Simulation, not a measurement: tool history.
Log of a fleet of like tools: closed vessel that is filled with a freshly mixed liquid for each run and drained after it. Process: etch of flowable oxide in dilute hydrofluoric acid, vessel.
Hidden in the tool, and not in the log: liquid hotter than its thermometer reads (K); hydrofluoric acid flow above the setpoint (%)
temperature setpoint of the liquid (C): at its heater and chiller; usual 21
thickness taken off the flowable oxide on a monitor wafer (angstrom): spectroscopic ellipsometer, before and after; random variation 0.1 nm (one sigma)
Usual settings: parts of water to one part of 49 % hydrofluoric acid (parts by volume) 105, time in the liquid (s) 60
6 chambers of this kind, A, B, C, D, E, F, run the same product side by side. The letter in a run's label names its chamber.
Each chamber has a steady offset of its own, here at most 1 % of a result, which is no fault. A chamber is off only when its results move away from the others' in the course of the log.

run,hour,temperature setpoint of the liquid (C),parts of water to one part of 49 % hydrofluoric acid (parts by volume),time in the liquid (s),hours since the thermometer was replaced,hours since the hydrofluoric acid flow meter was replaced,"read-back film thickness of the flowable oxide reference wafer, read on the same gauge (nm)",thickness taken off the flowable oxide on a monitor wafer (angstrom)
1D,3.6,21,105,60,528.4,88.8,70.034,157.68
2B,8.4,21,105,60,193.2,423.3,70.013,155.29
3C,12.7,21,105,60,315.9,1383.9,70.011,155.9
4F,15.6,21,105,60,2515.1,1108.7,69.982,156.28
5A,18.5,21,105,60,391.7,377.4,69.996,158.11
6E,22.4,21,105,60,1228.1,25.7,70.017,157.66
7B,26.7,21,105,60,211.5,441.6,70.007,155.27
8F,30.3,21,105,60,2529.8,1123.4,70.008,155.14
9A,33.6,21,105,60,406.8,392.5,70,156.24
10E,37,21,105,50,1242.7,40.3,70.006,130.6
11C,40.1,21,105,50,343.3,1411.3,69.994,128.94
12D,45.4,21,105,50,570.2,130.6,69.993,130.67
13B,50.2,21,105,50,235,465.1,70.009,129.07
14F,52.6,21,105,50,2552.1,1145.7,70.013,130.2
15D,55.4,21,105,50,580.2,140.6,70.032,128.76
16A,58.5,21,105,60,431.7,417.4,70.021,158.69
17C,62.2,21,105,60,365.4,1433.4,70.003,156.49
18E,66,24.5,75,60,1271.7,69.3,69.989,261.03
19B,68.6,24.5,75,60,253.4,483.5,69.986,262.48
20E,72.9,24.5,75,60,1278.6,76.2,70.014,266.15
21F,76.1,24.5,75,60,2575.6,1169.2,70.009,259.71
22A,80.6,24.5,75,60,453.8,439.5,69.991,262.84
23C,85.8,24.5,75,60,389,1457,70.009,260.1
24D,89,21,105,60,613.8,174.2,70.021,156.36
25A,92.7,21,105,60,465.9,451.6,69.992,158.76
26C,96.4,21,105,60,399.6,1467.6,69.98,155.37
27E,101.2,21,105,60,1306.9,104.5,69.994,157.57
28D,103.8,21,105,60,628.6,189,69.973,157.12
29F,107.4,21,135,60,2606.9,1200.5,69.994,117.58
30B,112,21,135,60,296.8,526.9,69.998,121.51
31D,114.8,21,135,60,639.6,200,70.01,117.99
32C,117.2,21,135,60,420.4,1488.4,70.038,116.38
33E,121.5,21,135,60,1327.2,124.8,69.996,118.69
34F,125.1,21,135,60,2624.6,1218.2,70.008,119.46
35A,129.4,21,75,60,502.6,488.3,69.995,226.72
36B,133.5,21,75,60,318.3,548.4,70.022,234.76
37B,137.8,21,75,60,322.6,552.7,70.015,232.04
38E,141.4,21,75,60,1347.1,144.7,70.004,225.9
39D,144,21,75,60,668.8,229.2,69.982,226.19
# hour 146.2: chamber A: thermometer replaced
40C,148.5,21,75,60,451.7,1519.7,69.984,227.47
41A,151.1,21,105,60,5,510,69.979,158.65
42F,155.6,21,105,60,2655.1,1248.7,69.994,157.32

Next, every chamber runs the same settings. What will each give?
43A,159.5,21,105,60,,,,?
43B,159.5,21,105,60,,,,?
43C,159.5,21,105,60,,,,?
43D,159.5,21,105,60,,,,?
43E,159.5,21,105,60,,,,?
43F,159.5,21,105,60,,,,?

run,thickness taken off the flowable oxide on a monitor wafer (angstrom)
43A,157.8
43B,163.84
43C,155.63
43D,155.69
43E,156.46
43F,156.19
